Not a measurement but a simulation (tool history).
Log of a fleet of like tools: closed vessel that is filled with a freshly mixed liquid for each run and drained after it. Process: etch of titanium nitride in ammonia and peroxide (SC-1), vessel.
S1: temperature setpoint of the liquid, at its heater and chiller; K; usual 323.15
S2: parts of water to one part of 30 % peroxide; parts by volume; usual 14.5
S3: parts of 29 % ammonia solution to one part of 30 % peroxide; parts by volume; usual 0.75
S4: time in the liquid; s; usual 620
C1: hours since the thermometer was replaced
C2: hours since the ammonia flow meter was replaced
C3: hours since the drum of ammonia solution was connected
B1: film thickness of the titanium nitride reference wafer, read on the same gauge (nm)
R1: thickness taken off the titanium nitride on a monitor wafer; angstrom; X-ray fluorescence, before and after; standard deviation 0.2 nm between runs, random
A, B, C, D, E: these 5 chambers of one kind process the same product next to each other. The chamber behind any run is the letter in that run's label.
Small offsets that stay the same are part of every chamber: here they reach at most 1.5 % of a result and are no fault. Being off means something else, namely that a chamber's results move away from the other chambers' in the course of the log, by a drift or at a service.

| run | day | S1 | S2 | S3 | S4 | C1 | C2 | C3 | B1 | R1 |
|---|---|---|---|---|---|---|---|---|---|---|
| 1A | 0.254 | 323.15 | 14.5 | 0.75 | 620 | 414.1 | 579.4 | 219 | 129.98 | 211.37 |
| 2C | 0.675 | 323.15 | 14.5 | 0.75 | 620 | 38.5 | 310.3 | 131.3 | 129.98 | 206.83 |
| 3B | 0.975 | 323.15 | 14.5 | 0.75 | 620 | 363.2 | 829.3 | 101.5 | 130.01 | 209.99 |
| 4D | 1.246 | 323.15 | 14.5 | 0.75 | 620 | 852.1 | 139 | 631.7 | 130.01 | 207.97 |
|  | 1.558 | chamber A: new drum of ammonia solution connected |
| 5E | 1.575 | 323.15 | 14.5 | 0.9 | 905 | 367.2 | 847.4 | 179.1 | 130.01 | 312.56 |
| 6E | 1.996 | 323.15 | 14.5 | 0.9 | 905 | 377.3 | 857.5 | 189.2 | 130.02 | 313.06 |
| 7B | 2.242 | 323.15 | 14.5 | 0.9 | 905 | 393.6 | 859.7 | 131.9 | 130 | 316.79 |
| 8A | 2.567 | 323.15 | 14.5 | 0.9 | 905 | 469.6 | 634.9 | 24.2 | 129.98 | 315.74 |
| 9D | 2.954 | 323.15 | 14.5 | 0.9 | 905 | 893.1 | 180 | 672.7 | 129.99 | 312.38 |
|  | 3.429 | chamber A: ammonia flow meter replaced |
| 10C | 3.433 | 323.15 | 14.5 | 0.75 | 620 | 104.7 | 376.5 | 197.5 | 130.01 | 210.45 |
| 11A | 3.742 | 323.15 | 14.5 | 0.75 | 620 | 497.8 | 7.5 | 52.4 | 130.03 | 207.05 |
| 12B | 4.125 | 323.15 | 14.5 | 0.75 | 620 | 438.8 | 904.9 | 177.1 | 129.98 | 203.69 |
| 13D | 4.625 | 323.15 | 14.5 | 0.75 | 620 | 933.2 | 220.1 | 712.8 | 129.99 | 207.84 |
|  | 4.796 | chamber D: new drum of ammonia solution connected |
| 14C | 5.096 | 323.15 | 14.5 | 0.75 | 620 | 144.6 | 416.4 | 237.4 | 130.03 | 210.22 |
| 15E | 5.417 | 323.15 | 14.5 | 0.75 | 620 | 459.4 | 939.6 | 271.3 | 129.99 | 196.72 |
|  | 5.771 | chamber B: new drum of ammonia solution connected |
| 16E | 5.854 | 323.15 | 14.5 | 0.75 | 620 | 469.9 | 950.1 | 281.8 | 129.99 | 196.97 |
|  | 5.925 | chamber C: ammonia flow meter replaced |
| 17A | 6.15 | 329.65 | 14.5 | 0.75 | 620 | 555.6 | 65.3 | 110.2 | 129.97 | 317.95 |
| 18D | 6.429 | 329.65 | 14.5 | 0.75 | 620 | 976.5 | 263.4 | 39.3 | 130.01 | 326.01 |
|  | 6.483 | chamber C: new drum of ammonia solution connected |
| 19C | 6.683 | 329.65 | 14.5 | 0.75 | 620 | 182.7 | 18.3 | 4.9 | 130 | 322.68 |
| 20B | 6.933 | 329.65 | 14.5 | 0.75 | 620 | 506.2 | 972.3 | 28 | 130.01 | 328.43 |
| 21B | 7.354 | 329.65 | 14.5 | 0.75 | 620 | 516.3 | 982.4 | 38.1 | 130 | 323.47 |
|  | 7.612 | chamber B: thermometer replaced |
| 22C | 7.779 | 323.15 | 14.5 | 0.6 | 620 | 209 | 44.6 | 31.2 | 129.98 | 202.68 |
| 23E | 8.238 | 323.15 | 14.5 | 0.6 | 620 | 527.1 | 1007.3 | 339 | 130 | 183.5 |
| 24A | 8.633 | 323.15 | 14.5 | 0.6 | 620 | 615.2 | 124.9 | 169.8 | 130 | 200.43 |
| 25D | 8.858 | 323.15 | 14.5 | 0.6 | 620 | 1034.8 | 321.7 | 97.6 | 130.02 | 201.27 |
| 26E | 9.108 | 323.15 | 14.5 | 0.6 | 620 | 548 | 1028.2 | 359.9 | 129.98 | 179.72 |
| 27B | 9.454 | 323.15 | 14.5 | 0.75 | 620 | 44.2 | 1032.8 | 88.5 | 130.02 | 210.93 |
| 28C | 9.679 | 323.15 | 14.5 | 0.75 | 620 | 254.6 | 90.2 | 76.8 | 130.01 | 205.06 |
| 29A | 10.121 | 323.15 | 14.5 | 0.75 | 620 | 650.9 | 160.6 | 205.5 | 130.01 | 207.14 |
| 30D | 10.604 | 323.15 | 14.5 | 0.75 | 620 | 1076.7 | 363.6 | 139.5 | 129.99 | 207.73 |

What goes on in this fleet: one chamber off, a drifting gauge, or nothing beyond the chambers' own small offsets? Name the chamber and the cause, if any.

It is chamber E that slowly wanders off from its peers.
What lies behind it: liquid colder than its thermometer reads (K) = 1.87.

Chamber E could run next with any of the 4 candidate recipes listed below; each alters the usual settings, and their results appear as question marks. Which one brings its results back in line with what the other chambers deliver on the usual settings?
A result is in line if it is within this distance of the other chambers' mean on the usual settings: R1 7.1 angstrom
| 31E-1 | 10.962 | 323.15 | 14.5 | 0.75 | 495 |  |  |  |  | ? |
| 31E-2 | 10.962 | 323.15 | 9 | 0.75 | 620 |  |  |  |  | ? |
| 31E-3 | 10.962 | 324.15 | 14.5 | 0.75 | 655 |  |  |  |  | ? |
| 31E-4 | 10.962 | 322.15 | 14.5 | 0.75 | 585 |  |  |  |  | ? |

The other chambers' mean on the usual settings: R1 207.99 angstrom
| run | R1 |
|---|---|
| 31E-1 | 146.06 |
| 31E-2 | 233.34 |
| 31E-3 | 207.19 |
| 31E-4 | 160.94 |
31E-3 is the one that brings the chamber's results back in line with the other chambers.

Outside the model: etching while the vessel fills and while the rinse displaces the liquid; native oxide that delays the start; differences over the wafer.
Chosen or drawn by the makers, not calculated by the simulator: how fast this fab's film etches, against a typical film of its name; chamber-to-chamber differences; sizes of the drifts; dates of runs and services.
